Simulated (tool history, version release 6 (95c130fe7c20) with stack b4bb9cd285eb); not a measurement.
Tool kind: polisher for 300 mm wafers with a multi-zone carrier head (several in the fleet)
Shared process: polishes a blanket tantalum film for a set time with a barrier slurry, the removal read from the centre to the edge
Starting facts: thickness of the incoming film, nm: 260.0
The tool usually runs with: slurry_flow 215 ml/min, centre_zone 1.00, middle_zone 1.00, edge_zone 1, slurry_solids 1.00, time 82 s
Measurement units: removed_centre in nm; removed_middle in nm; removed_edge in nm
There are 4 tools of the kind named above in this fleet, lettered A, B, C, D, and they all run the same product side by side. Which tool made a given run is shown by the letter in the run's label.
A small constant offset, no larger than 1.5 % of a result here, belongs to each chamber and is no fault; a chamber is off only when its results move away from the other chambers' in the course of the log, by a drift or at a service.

run   hour  slurry_flow  centre_zone  middle_zone  edge_zone  slurry_solids  time  removed_centre  removed_middle  removed_edge
       3.2  -- chamber A: centre zone pressure recalibrated
 1C    7.6          215         1.00         1.00          1           1.00    82          57.257          55.731        55.694
 2A   14.9          215         1.00         1.00          1           1.00    82          56.649          57.052        56.541
 3B   23.0          215         1.00         1.00          1           1.00    82          56.534          55.584        55.235
      26.7  -- chamber D: worn pad replaced by a new one
      29.3  -- chamber B: worn pad replaced by a new one
 4D   30.4          215         1.00         1.00          1           1.00    82          56.813          56.959        58.029
 5B   37.9          215         1.00         1.00          1           1.00    82          55.914          55.837        56.775
      41.7  -- chamber A: slurry nozzle cleaned
 6A   45.3          215         1.00         1.00          1           1.00    82          56.563          56.202        57.978
      46.7  -- chamber C: worn pad replaced by a new one
      53.3  -- chamber B: centre zone pressure recalibrated
 7C   53.7          215         1.00         1.00          1           1.00    82          56.542          55.970        55.956
 8D   63.0          215         1.00         1.00          1           1.00    82          56.599          55.570        56.654
      69.4  -- chamber C: slurry nozzle cleaned
 9A   72.9          215         1.00         1.00          1           1.00    82          55.542          56.561        57.420
10B   83.7          215         1.00         1.00          1           1.00    82          56.493          55.191        57.225
11C   95.3          215         1.00         1.00          1           1.00    82          57.355          56.538        57.241
     104.1  -- chamber B: slurry nozzle cleaned
12D  106.0          215         1.00         1.00          1           1.00    82          57.144          55.460        56.370
13B  114.3          215         1.00         1.00          1           1.00    82          56.856          55.794        56.578
14C  126.7          215         1.00         1.00          1           1.00    82          56.555          56.357        56.193
     133.0  -- chamber B: edge zone pressure recalibrated
15A  134.5          215         1.00         1.00          1           1.00    82          56.063          55.167        56.134
     147.1  -- chamber C: worn pad replaced by a new one
16D  147.8          215         1.00         1.00          1           1.00    82          56.819          57.199        55.792
17C  157.4          215         1.00         1.00          1           1.00    82          56.343          56.728        57.181
18B  163.5          215         1.00         1.00          1           1.00    82          55.746          55.743        57.695
19D  172.2          215         1.00         1.00          1           1.00    82          57.020          57.140        55.978
     177.4  -- chamber D: worn pad replaced by a new one
20A  185.3          215         1.00         1.00          1           1.00    82          55.421          54.940        56.267
     189.5  -- chamber A: edge zone pressure recalibrated
21C  193.7          215         1.00         1.00          1           1.00    82          56.352          56.275        57.025
22A  205.7          215         1.00         1.00          1           1.00    82          55.191          54.570        56.131
     207.2  -- chamber B: worn pad replaced by a new one
     210.3  -- chamber D: centre zone pressure recalibrated
23B  215.1          215         1.00         1.00          1           1.00    82          56.186          56.063        58.522
24D  222.6          215         1.00         1.00          1           1.00    82          56.445          56.173        56.989
25C  235.5          215         1.00         1.00          1           1.00    82          56.306          55.723        54.453
26B  241.9          215         1.05         0.94          1           1.00    82          59.727          52.515        55.866
     247.7  -- chamber C: worn pad replaced by a new one
27D  250.1          215         1.05         0.94          1           1.00    82          59.987          52.543        56.840
28A  260.2          215         1.05         0.94          1           1.00    82          57.573          51.189        54.254
29C  269.9          215         1.05         0.94          1           1.00    82          59.944          54.286        56.519
30A  280.2          215         1.00         1.00          1           1.00    82          54.002          53.990        56.212
31D  288.6          215         1.00         1.00          1           1.00    82          57.236          57.014        55.132
32B  301.0          215         1.00         1.00          1           1.10    56          39.338          39.302        40.291
33C  310.6          215         1.00         1.00          1           1.10    56          39.999          40.106        39.714
34B  317.4          215         1.00         1.00          1           1.10    56          39.366          39.282        39.256
     327.9  -- chamber D: worn pad replaced by a new one
35A  328.7          215         1.00         1.00          1           1.10    56          37.126          37.077        37.443
36D  336.7          215         1.00         1.00          1           1.00    82          56.308          56.581        57.005
     339.9  -- chamber D: slurry nozzle cleaned
37D  349.9          215         1.00         1.00          1           1.00    82          57.142          55.085        55.861
     351.3  -- chamber C: worn pad replaced by a new one
38B  359.3          215         1.00         1.00          1           1.00    82          55.827          54.381        56.492
39A  366.0          215         1.00         1.00          1           1.00    82          53.025          52.377        53.905
40C  378.5          215         1.00         1.00          1           1.25    82          60.200          59.678        58.473

Read the log: is a single chamber off, either drifting away or since a service, is the gauge that measures every chamber drifting, or is nothing wrong beyond small per-chamber offsets? Name any odd chamber and what most likely caused it.

Little by little, chamber A moves away from the other chambers.
What lies behind it: removal rate lost through wear of the pad, % = 7.57.
From this log alone, it may not be told apart from: slurry flow missing at the pad, %.

Below are 4 candidate recipes for chamber A's next run, each the usual settings with a change, their results shown as question marks. Which of them brings A's results back in line with what the other chambers give on the usual settings?
To be in line, a result may differ from the other chambers' mean on the usual settings by at most: removed_centre 1.300 nm; removed_middle 2.300 nm; removed_edge 2.900 nm
41A-1  388.2          215         1.00         1.00       1.00           1.00    80               ?               ?             ?
41A-2  388.2          215         1.00         1.00       1.00           1.00    84               ?               ?             ?
41A-3  388.2          220         1.01         1.01       0.99           1.00    87               ?               ?             ?
41A-4  388.2          210         0.99         0.99       1.01           1.00    77               ?               ?             ?

The mean the other chambers reach with the usual settings: removed_centre 56.597 nm; removed_middle 56.346 nm; removed_edge 56.345 nm
  run  removed_centre  removed_middle  removed_edge
41A-1          51.047          50.424        51.488
41A-2          53.600          52.945        54.062
41A-3          56.317          55.497        55.821
41A-4          48.419          47.944        49.702
The answer is 41A-3, which returns the chamber to within the allowed miss of the others.
